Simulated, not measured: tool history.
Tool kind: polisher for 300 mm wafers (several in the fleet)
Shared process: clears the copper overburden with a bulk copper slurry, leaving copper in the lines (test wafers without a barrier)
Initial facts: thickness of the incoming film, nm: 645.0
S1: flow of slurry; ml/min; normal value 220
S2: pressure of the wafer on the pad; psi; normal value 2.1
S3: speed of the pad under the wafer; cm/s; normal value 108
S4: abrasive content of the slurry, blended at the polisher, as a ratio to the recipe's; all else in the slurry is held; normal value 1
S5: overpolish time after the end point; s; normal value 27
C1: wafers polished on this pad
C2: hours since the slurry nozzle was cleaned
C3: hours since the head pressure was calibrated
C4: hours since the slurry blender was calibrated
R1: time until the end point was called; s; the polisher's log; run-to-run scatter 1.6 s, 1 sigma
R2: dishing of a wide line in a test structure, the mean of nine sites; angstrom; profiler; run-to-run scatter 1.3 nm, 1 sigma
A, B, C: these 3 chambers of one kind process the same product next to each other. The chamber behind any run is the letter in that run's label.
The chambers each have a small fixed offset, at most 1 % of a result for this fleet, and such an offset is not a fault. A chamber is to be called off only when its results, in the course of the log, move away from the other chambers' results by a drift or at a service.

{"hour": 7.3, "done": "chamber B: slurry blender recalibrated"}
{"run": "1A", "hour": 8.0, "S1": 220, "S2": 2.1, "S3": 108, "S4": 1, "S5": 27, "C1": 88, "C2": 249.7, "C3": 870.8, "C4": 87.3, "R1": 84.469, "R2": 947.11}
{"run": "2C", "hour": 15.7, "S1": 220, "S2": 2.1, "S3": 108, "S4": 1, "S5": 27, "C1": 449, "C2": 208.2, "C3": 127.5, "C4": 254.9, "R1": 86.649, "R2": 940.33}
{"run": "3B", "hour": 23.3, "S1": 220, "S2": 2.1, "S3": 108, "S4": 1, "S5": 27, "C1": 238, "C2": 694.9, "C3": 561.1, "C4": 16, "R1": 85.872, "R2": 955.05}
{"run": "4A", "hour": 29.8, "S1": 220, "S2": 2.1, "S3": 108, "S4": 1, "S5": 27, "C1": 218, "C2": 271.5, "C3": 892.6, "C4": 109.1, "R1": 88.334, "R2": 925.9}
{"run": "5C", "hour": 36.0, "S1": 220, "S2": 1.8, "S3": 108, "S4": 1, "S5": 27, "C1": 570, "C2": 228.5, "C3": 147.8, "C4": 275.2, "R1": 102.82, "R2": 824.93}
{"run": "6B", "hour": 44.9, "S1": 220, "S2": 1.8, "S3": 108, "S4": 1, "S5": 27, "C1": 367, "C2": 716.5, "C3": 582.7, "C4": 37.6, "R1": 98.652, "R2": 854.35}
{"run": "7B", "hour": 50.9, "S1": 220, "S2": 1.8, "S3": 108, "S4": 1, "S5": 27, "C1": 403, "C2": 722.5, "C3": 588.7, "C4": 43.6, "R1": 99.685, "R2": 845.89}
{"hour": 53.5, "done": "chamber C: slurry blender recalibrated"}
{"run": "8C", "hour": 62.4, "S1": 220, "S2": 2.1, "S3": 108, "S4": 1, "S5": 27, "C1": 728, "C2": 254.9, "C3": 174.2, "C4": 8.9, "R1": 85.185, "R2": 923.98}
{"run": "9A", "hour": 73.1, "S1": 220, "S2": 2.1, "S3": 108, "S4": 1.15, "S5": 42, "C1": 476, "C2": 314.8, "C3": 935.9, "C4": 152.4, "R1": 82.524, "R2": 1131.9}
{"run": "10B", "hour": 78.7, "S1": 220, "S2": 2.1, "S3": 108, "S4": 1.15, "S5": 42, "C1": 569, "C2": 750.3, "C3": 616.5, "C4": 71.4, "R1": 83.742, "R2": 1139.6}
{"run": "11A", "hour": 85.9, "S1": 220, "S2": 2.1, "S3": 108, "S4": 1.15, "S5": 42, "C1": 553, "C2": 327.6, "C3": 948.7, "C4": 165.2, "R1": 83.116, "R2": 1166.3}
{"run": "12C", "hour": 93.4, "S1": 220, "S2": 2.1, "S3": 108, "S4": 1, "S5": 27, "C1": 913, "C2": 285.9, "C3": 205.2, "C4": 39.9, "R1": 86.372, "R2": 938.31}
{"hour": 98.6, "done": "chamber A: worn pad replaced by a new one"}
{"run": "13C", "hour": 99.7, "S1": 220, "S2": 2.1, "S3": 108, "S4": 1, "S5": 27, "C1": 951, "C2": 292.2, "C3": 211.5, "C4": 46.2, "R1": 89.154, "R2": 953.81}
{"run": "14A", "hour": 105.3, "S1": 220, "S2": 2.1, "S3": 108, "S4": 1, "S5": 27, "C1": 40, "C2": 347, "C3": 968.1, "C4": 184.6, "R1": 82.347, "R2": 938.28}
{"hour": 112.8, "done": "chamber B: worn pad replaced by a new one"}
{"run": "15B", "hour": 113.2, "S1": 220, "S2": 2.1, "S3": 94, "S4": 1, "S5": 27, "C1": 2, "C2": 784.8, "C3": 651, "C4": 105.9, "R1": 95.777, "R2": 885.04}
{"hour": 120.4, "done": "chamber C: worn pad replaced by a new one"}
{"run": "16C", "hour": 121.6, "S1": 220, "S2": 2.1, "S3": 94, "S4": 1, "S5": 27, "C1": 7, "C2": 314.1, "C3": 233.4, "C4": 68.1, "R1": 101.3, "R2": 850.38}
{"run": "17A", "hour": 128.7, "S1": 220, "S2": 2.1, "S3": 94, "S4": 1, "S5": 27, "C1": 179, "C2": 370.4, "C3": 991.5, "C4": 208, "R1": 101.19, "R2": 856.79}
{"run": "18B", "hour": 138.7, "S1": 220, "S2": 1.8, "S3": 108, "S4": 1.25, "S5": 27, "C1": 155, "C2": 810.3, "C3": 676.5, "C4": 131.4, "R1": 95.566, "R2": 869.46}
{"run": "19B", "hour": 144.4, "S1": 220, "S2": 1.8, "S3": 108, "S4": 1.25, "S5": 27, "C1": 189, "C2": 816, "C3": 682.2, "C4": 137.1, "R1": 94.625, "R2": 853.31}
{"run": "20C", "hour": 154.6, "S1": 220, "S2": 1.8, "S3": 108, "S4": 1.25, "S5": 27, "C1": 204, "C2": 347.1, "C3": 266.4, "C4": 101.1, "R1": 96.554, "R2": 842.16}
{"run": "21A", "hour": 164.0, "S1": 220, "S2": 2.1, "S3": 108, "S4": 1, "S5": 27, "C1": 390, "C2": 405.7, "C3": 1026.8, "C4": 243.3, "R1": 87.411, "R2": 947.24}

Predict what each chamber gives when all 3 of them run the settings below next.
{"run": "22A", "hour": 172.3, "S1": 185, "S2": 2.1, "S3": 108, "S4": 1, "S5": 27, "R1": "?", "R2": "?"}
{"run": "22B", "hour": 172.3, "S1": 185, "S2": 2.1, "S3": 108, "S4": 1, "S5": 27, "R1": "?", "R2": "?"}
{"run": "22C", "hour": 172.3, "S1": 185, "S2": 2.1, "S3": 108, "S4": 1, "S5": 27, "R1": "?", "R2": "?"}

run=22A R1=87.415 R2=950.06
run=22B R1=88.359 R2=930.54
run=22C R1=88.779 R2=927.5

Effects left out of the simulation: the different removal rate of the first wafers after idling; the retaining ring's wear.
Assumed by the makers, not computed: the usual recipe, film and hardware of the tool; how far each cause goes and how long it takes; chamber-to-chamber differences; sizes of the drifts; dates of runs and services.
